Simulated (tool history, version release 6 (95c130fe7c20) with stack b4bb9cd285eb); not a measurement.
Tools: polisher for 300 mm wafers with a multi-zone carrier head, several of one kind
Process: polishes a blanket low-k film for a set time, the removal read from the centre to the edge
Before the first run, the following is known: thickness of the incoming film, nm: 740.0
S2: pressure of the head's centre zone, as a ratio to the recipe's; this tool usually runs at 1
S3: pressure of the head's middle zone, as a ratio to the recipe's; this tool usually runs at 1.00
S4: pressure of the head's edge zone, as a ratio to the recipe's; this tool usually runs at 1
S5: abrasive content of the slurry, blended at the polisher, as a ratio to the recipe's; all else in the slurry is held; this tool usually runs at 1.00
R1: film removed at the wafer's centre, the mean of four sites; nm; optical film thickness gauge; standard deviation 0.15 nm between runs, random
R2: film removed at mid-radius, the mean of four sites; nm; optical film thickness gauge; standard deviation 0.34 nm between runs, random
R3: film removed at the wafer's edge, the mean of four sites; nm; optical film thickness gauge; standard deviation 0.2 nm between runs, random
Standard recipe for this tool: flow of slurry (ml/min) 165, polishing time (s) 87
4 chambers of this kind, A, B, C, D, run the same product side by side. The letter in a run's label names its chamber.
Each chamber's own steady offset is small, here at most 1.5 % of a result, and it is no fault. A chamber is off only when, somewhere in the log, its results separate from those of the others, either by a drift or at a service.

Run 1C, hour 6.8: usual settings. Result: R1 25.190 nm, R2 24.430 nm, R3 25.024 nm.
Run 2A, hour 20.4: usual settings. Result: R1 25.184 nm, R2 24.621 nm, R3 25.157 nm.
At hour 25.7: chamber A: worn pad replaced by a new one.
Run 3B, hour 33.8: usual settings. Result: R1 24.888 nm, R2 25.821 nm, R3 25.365 nm.
Run 4D, hour 47.0: usual settings. Result: R1 25.610 nm, R2 25.156 nm, R3 25.006 nm.
Run 5C, hour 55.0: usual settings. Result: R1 25.086 nm, R2 25.441 nm, R3 25.177 nm.
Run 6D, hour 63.1: usual settings but S5 0.85. Result: R1 23.700 nm, R2 23.807 nm, R3 23.415 nm.
Run 7A, hour 75.0: usual settings but S5 0.85. Result: R1 23.471 nm, R2 23.568 nm, R3 22.901 nm.
Run 8B, hour 84.9: usual settings but S5 0.85. Result: R1 23.306 nm, R2 23.266 nm, R3 23.859 nm.
At hour 91.6: chamber A: edge zone pressure recalibrated.
At hour 93.5: chamber D: worn pad replaced by a new one.
At hour 93.6: chamber C: worn pad replaced by a new one.
Run 9A, hour 93.7: usual settings but S5 0.85. Result: R1 23.491 nm, R2 23.810 nm, R3 23.218 nm.
Run 10B, hour 101.8: usual settings. Result: R1 24.926 nm, R2 25.180 nm, R3 25.419 nm.
Run 11C, hour 115.3: usual settings. Result: R1 25.079 nm, R2 24.984 nm, R3 24.918 nm.
Run 12D, hour 124.0: usual settings. Result: R1 25.476 nm, R2 24.609 nm, R3 25.494 nm.
Run 13A, hour 132.2: usual settings. Result: R1 25.284 nm, R2 24.967 nm, R3 25.681 nm.
Run 14D, hour 140.9: usual settings. Result: R1 25.100 nm, R2 24.947 nm, R3 25.380 nm.
At hour 142.5: chamber C: centre zone pressure recalibrated.
Run 15C, hour 148.2: usual settings. Result: R1 25.295 nm, R2 25.582 nm, R3 25.419 nm.
Run 16B, hour 160.0: usual settings but flow of slurry (ml/min) 125, S3 0.89. Result: R1 23.524 nm, R2 21.347 nm, R3 24.460 nm.
Run 17D, hour 170.4: usual settings but flow of slurry (ml/min) 125, S3 0.89. Result: R1 23.798 nm, R2 21.454 nm, R3 24.096 nm.
Run 18A, hour 181.7: usual settings but flow of slurry (ml/min) 125, S3 0.89. Result: R1 23.270 nm, R2 21.476 nm, R3 24.312 nm.
Run 19B, hour 192.3: usual settings but flow of slurry (ml/min) 125, S3 0.89. Result: R1 23.130 nm, R2 21.272 nm, R3 24.726 nm.
Run 20C, hour 199.2: usual settings. Result: R1 25.118 nm, R2 25.094 nm, R3 24.950 nm.
At hour 209.9: chamber C: worn pad replaced by a new one.
Run 21C, hour 210.1: usual settings. Result: R1 25.180 nm, R2 25.886 nm, R3 25.415 nm.
At hour 215.0: chamber B: worn pad replaced by a new one.
Run 22A, hour 222.5: usual settings. Result: R1 24.955 nm, R2 25.070 nm, R3 25.259 nm.
At hour 223.4: chamber A: worn pad replaced by a new one.
Run 23B, hour 234.9: usual settings. Result: R1 25.128 nm, R2 25.510 nm, R3 25.121 nm.
Run 24D, hour 245.8: usual settings. Result: R1 24.606 nm, R2 25.517 nm, R3 25.343 nm.
Run 25A, hour 256.8: usual settings. Result: R1 24.998 nm, R2 25.331 nm, R3 25.361 nm.
Run 26C, hour 270.1: usual settings. Result: R1 25.007 nm, R2 24.888 nm, R3 25.336 nm.
Run 27B, hour 276.2: usual settings. Result: R1 25.008 nm, R2 25.276 nm, R3 25.488 nm.
Run 28D, hour 287.7: usual settings. Result: R1 24.124 nm, R2 25.387 nm, R3 25.196 nm.
At hour 291.1: chamber D: edge zone pressure recalibrated.
Run 29C, hour 297.6: usual settings. Result: R1 25.166 nm, R2 25.234 nm, R3 25.198 nm.
At hour 302.0: chamber D: worn pad replaced by a new one.
Run 30D, hour 310.1: usual settings but flow of slurry (ml/min) 210, S3 1.05. Result: R1 24.934 nm, R2 27.227 nm, R3 26.075 nm.

Which is it: a chamber that has drifted or been left off by a service, a gauge drift common to all chambers, or only each chamber's usual small offset? If a chamber is off, name it and its likeliest cause.

Chamber D drifts away from the others.
Cause: centre zone's pressure below its setpoint, % = 5.53.

Here are 4 candidates for chamber D's next run, each the usual settings with a change, their results left as question marks. Which one brings its results back in line with what the others give on the usual settings?
Allowed miss from the other chambers' usual-settings mean, per result, to count as in line: R1 0.530 nm; R2 1.200 nm; R3 0.690 nm
Run 31D-1, hour 320.0: usual settings but S2 1.04, S3 0.98, S4 0.99. Result: R1 ?, R2 ?, R3 ?.
Run 31D-2, hour 320.0: usual settings but flow of slurry (ml/min) 170, S2 1.07, S3 0.97, S4 0.99, polishing time (s) 88. Result: R1 ?, R2 ?, R3 ?.
Run 31D-3, hour 320.0: usual settings but S2 0.96, S3 1.02, S4 1.01. Result: R1 ?, R2 ?, R3 ?.
Run 31D-4, hour 320.0: usual settings but flow of slurry (ml/min) 160, S2 0.93, S3 1.03, S4 1.01. Result: R1 ?, R2 ?, R3 ?.

Usual-settings mean across the other chambers: R1 25.115 nm; R2 25.111 nm; R3 25.272 nm
  run      R1      R2      R3
31D-1  24.968  24.662  25.088
31D-2  26.202  24.830  25.474
31D-3  22.867  25.609  25.342
31D-4  21.945  25.709  25.240
The answer is 31D-1, which returns the chamber to within the allowed miss of the others.
